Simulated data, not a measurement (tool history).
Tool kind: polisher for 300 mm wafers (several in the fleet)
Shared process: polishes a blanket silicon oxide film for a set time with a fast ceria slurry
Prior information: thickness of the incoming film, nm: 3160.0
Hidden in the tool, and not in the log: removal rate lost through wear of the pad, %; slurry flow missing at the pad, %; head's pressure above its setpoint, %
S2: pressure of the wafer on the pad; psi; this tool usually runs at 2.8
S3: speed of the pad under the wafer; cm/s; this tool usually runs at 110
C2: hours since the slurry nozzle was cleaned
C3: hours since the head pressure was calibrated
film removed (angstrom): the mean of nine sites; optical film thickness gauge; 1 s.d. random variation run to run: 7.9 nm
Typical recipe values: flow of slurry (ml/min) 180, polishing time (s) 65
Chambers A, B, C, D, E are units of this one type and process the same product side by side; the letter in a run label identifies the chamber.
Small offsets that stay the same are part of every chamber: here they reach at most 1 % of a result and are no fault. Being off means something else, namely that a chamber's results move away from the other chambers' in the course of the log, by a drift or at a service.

run 1E hour=3.1 | flow_of_slurry_(ml/min)=180 S2=2.8 S3=110 polishing_time_(s)=65 | wafers_polished_on_this_pad=696 C2=105.3 C3=1004.5 | film_removed_(angstrom)=9325.8
run 2B hour=6 | flow_of_slurry_(ml/min)=180 S2=2.8 S3=110 polishing_time_(s)=65 | wafers_polished_on_this_pad=736 C2=547.8 C3=658.9 | film_removed_(angstrom)=9169.9
-- hour=7.3 chamber E: worn pad replaced by a new one
-- hour=8 chamber A: slurry nozzle cleaned
run 3C hour=11.8 | flow_of_slurry_(ml/min)=180 S2=2.8 S3=110 polishing_time_(s)=65 | wafers_polished_on_this_pad=174 C2=866.7 C3=103 | film_removed_(angstrom)=9209.8
-- hour=16.4 chamber D: worn pad replaced by a new one
run 4D hour=18 | flow_of_slurry_(ml/min)=180 S2=2.8 S3=110 polishing_time_(s)=65 | wafers_polished_on_this_pad=17 C2=228.7 C3=197.8 | film_removed_(angstrom)=9066.5
run 5A hour=20.9 | flow_of_slurry_(ml/min)=180 S2=2.8 S3=110 polishing_time_(s)=65 | wafers_polished_on_this_pad=518 C2=13 C3=641.2 | film_removed_(angstrom)=9244.7
run 6B hour=23.7 | flow_of_slurry_(ml/min)=180 S2=2.8 S3=110 polishing_time_(s)=65 | wafers_polished_on_this_pad=929 C2=565.5 C3=676.6 | film_removed_(angstrom)=9148.5
run 7D hour=28.1 | flow_of_slurry_(ml/min)=180 S2=2.8 S3=110 polishing_time_(s)=65 | wafers_polished_on_this_pad=128 C2=238.8 C3=207.9 | film_removed_(angstrom)=9055.2
run 8C hour=32.2 | flow_of_slurry_(ml/min)=180 S2=2.8 S3=110 polishing_time_(s)=65 | wafers_polished_on_this_pad=397 C2=887.1 C3=123.4 | film_removed_(angstrom)=9104.1
run 9A hour=36 | flow_of_slurry_(ml/min)=180 S2=2.8 S3=110 polishing_time_(s)=65 | wafers_polished_on_this_pad=683 C2=28.1 C3=656.3 | film_removed_(angstrom)=9194.3
run 10E hour=41.9 | flow_of_slurry_(ml/min)=180 S2=2.8 S3=110 polishing_time_(s)=65 | wafers_polished_on_this_pad=376 C2=144.1 C3=1043.3 | film_removed_(angstrom)=9279.9
-- hour=46.5 chamber C: worn pad replaced by a new one
run 11C hour=47.5 | flow_of_slurry_(ml/min)=180 S2=2.8 S3=110 polishing_time_(s)=65 | wafers_polished_on_this_pad=11 C2=902.4 C3=138.7 | film_removed_(angstrom)=9262.4
run 12E hour=53.2 | flow_of_slurry_(ml/min)=180 S2=2.8 S3=110 polishing_time_(s)=65 | wafers_polished_on_this_pad=500 C2=155.4 C3=1054.6 | film_removed_(angstrom)=9251.5
-- hour=53.5 chamber C: slurry nozzle cleaned
run 13A hour=59.2 | flow_of_slurry_(ml/min)=180 S2=2.8 S3=110 polishing_time_(s)=65 | wafers_polished_on_this_pad=935 C2=51.3 C3=679.5 | film_removed_(angstrom)=9058.7
run 14D hour=63 | flow_of_slurry_(ml/min)=180 S2=2.8 S3=110 polishing_time_(s)=65 | wafers_polished_on_this_pad=508 C2=273.7 C3=242.8 | film_removed_(angstrom)=9298.8
-- hour=64.7 chamber B: worn pad replaced by a new one
run 15B hour=69.3 | flow_of_slurry_(ml/min)=180 S2=2.8 S3=110 polishing_time_(s)=65 | wafers_polished_on_this_pad=50 C2=611.1 C3=722.2 | film_removed_(angstrom)=9223.4
-- hour=70 chamber E: worn pad replaced by a new one
run 16A hour=73.9 | flow_of_slurry_(ml/min)=180 S2=2.8 S3=110 polishing_time_(s)=65 | wafers_polished_on_this_pad=1095 C2=66 C3=694.2 | film_removed_(angstrom)=9225.3
run 17E hour=78.7 | flow_of_slurry_(ml/min)=180 S2=2.8 S3=110 polishing_time_(s)=65 | wafers_polished_on_this_pad=95 C2=180.9 C3=1080.1 | film_removed_(angstrom)=9194.8
run 18B hour=83.5 | flow_of_slurry_(ml/min)=180 S2=2.8 S3=110 polishing_time_(s)=65 | wafers_polished_on_this_pad=205 C2=625.3 C3=736.4 | film_removed_(angstrom)=9244.3
-- hour=85 chamber D: worn pad replaced by a new one
run 19D hour=89.3 | flow_of_slurry_(ml/min)=180 S2=2.8 S3=110 polishing_time_(s)=65 | wafers_polished_on_this_pad=47 C2=300 C3=269.1 | film_removed_(angstrom)=9174.3
run 20C hour=92.1 | flow_of_slurry_(ml/min)=180 S2=2.8 S3=110 polishing_time_(s)=65 | wafers_polished_on_this_pad=497 C2=38.7 C3=183.3 | film_removed_(angstrom)=9217.1
run 21A hour=95.1 | flow_of_slurry_(ml/min)=180 S2=2.8 S3=110 polishing_time_(s)=65 | wafers_polished_on_this_pad=1326 C2=87.2 C3=715.4 | film_removed_(angstrom)=8912.4
run 22E hour=101.1 | flow_of_slurry_(ml/min)=180 S2=2.8 S3=110 polishing_time_(s)=76 | wafers_polished_on_this_pad=339 C2=203.3 C3=1102.5 | film_removed_(angstrom)=10739
-- hour=104.9 chamber C: worn pad replaced by a new one
run 23B hour=105.1 | flow_of_slurry_(ml/min)=180 S2=2.8 S3=110 polishing_time_(s)=76 | wafers_polished_on_this_pad=440 C2=646.9 C3=758 | film_removed_(angstrom)=10788
run 24C hour=110.8 | flow_of_slurry_(ml/min)=180 S2=2.8 S3=110 polishing_time_(s)=76 | wafers_polished_on_this_pad=65 C2=57.4 C3=202 | film_removed_(angstrom)=10648
run 25D hour=116.5 | flow_of_slurry_(ml/min)=180 S2=2.8 S3=110 polishing_time_(s)=76 | wafers_polished_on_this_pad=343 C2=327.2 C3=296.3 | film_removed_(angstrom)=10631
run 26A hour=122.4 | flow_of_slurry_(ml/min)=180 S2=2.8 S3=110 polishing_time_(s)=76 | wafers_polished_on_this_pad=1624 C2=114.5 C3=742.7 | film_removed_(angstrom)=10546
run 27D hour=127 | flow_of_slurry_(ml/min)=180 S2=2.8 S3=110 polishing_time_(s)=65 | wafers_polished_on_this_pad=458 C2=337.7 C3=306.8 | film_removed_(angstrom)=9018.5
-- hour=127.8 chamber E: worn pad replaced by a new one
run 28C hour=130.7 | flow_of_slurry_(ml/min)=180 S2=2.8 S3=110 polishing_time_(s)=65 | wafers_polished_on_this_pad=281 C2=77.3 C3=221.9 | film_removed_(angstrom)=9303.9
run 29B hour=135.2 | flow_of_slurry_(ml/min)=180 S2=2.8 S3=110 polishing_time_(s)=65 | wafers_polished_on_this_pad=768 C2=677 C3=788.1 | film_removed_(angstrom)=9300
run 30E hour=139.8 | flow_of_slurry_(ml/min)=180 S2=2.8 S3=110 polishing_time_(s)=65 | wafers_polished_on_this_pad=131 C2=242 C3=1141.2 | film_removed_(angstrom)=9273.8
run 31A hour=143.1 | flow_of_slurry_(ml/min)=180 S2=2.8 S3=110 polishing_time_(s)=65 | wafers_polished_on_this_pad=1849 C2=135.2 C3=763.4 | film_removed_(angstrom)=8732.6

Is one chamber out of step, is the gauge drifting, or do the chambers differ by no more than their own small offsets? For an off chamber, give its letter and the likeliest cause.

It is chamber A that slowly wanders off from its peers.
Most likely cause: removal rate lost through wear of the pad, % = 5.42.
From this log alone, it may not be told apart from: slurry flow missing at the pad, %; head's pressure below its setpoint, %.

Below are 4 candidate recipes for chamber A's next run, each the usual settings with a change, their results shown as question marks. Which of them brings A's results back in line with what the other chambers give on the usual settings?
Counts as in line when no further than this from what the other chambers average on the usual settings: film removed (angstrom) 270
run 32A-1 hour=147.7 | flow_of_slurry_(ml/min)=180 S2=2.7 S3=106 polishing_time_(s)=63 | film_removed_(angstrom)=?
run 32A-2 hour=147.7 | flow_of_slurry_(ml/min)=180 S2=2.9 S3=114 polishing_time_(s)=67 | film_removed_(angstrom)=?
run 32A-3 hour=147.7 | flow_of_slurry_(ml/min)=180 S2=2.8 S3=110 polishing_time_(s)=68 | film_removed_(angstrom)=?
run 32A-4 hour=147.7 | flow_of_slurry_(ml/min)=180 S2=2.8 S3=110 polishing_time_(s)=62 | film_removed_(angstrom)=?

The mean the other chambers reach with the usual settings: film removed (angstrom) 9186.1
run=32A-1 film_removed_(angstrom)=7928.1
run=32A-2 film_removed_(angstrom)=9743.7
run=32A-3 film_removed_(angstrom)=9211.2
run=32A-4 film_removed_(angstrom)=8398.4
Change 32A-3 lands the chamber within the allowed miss of the other chambers.

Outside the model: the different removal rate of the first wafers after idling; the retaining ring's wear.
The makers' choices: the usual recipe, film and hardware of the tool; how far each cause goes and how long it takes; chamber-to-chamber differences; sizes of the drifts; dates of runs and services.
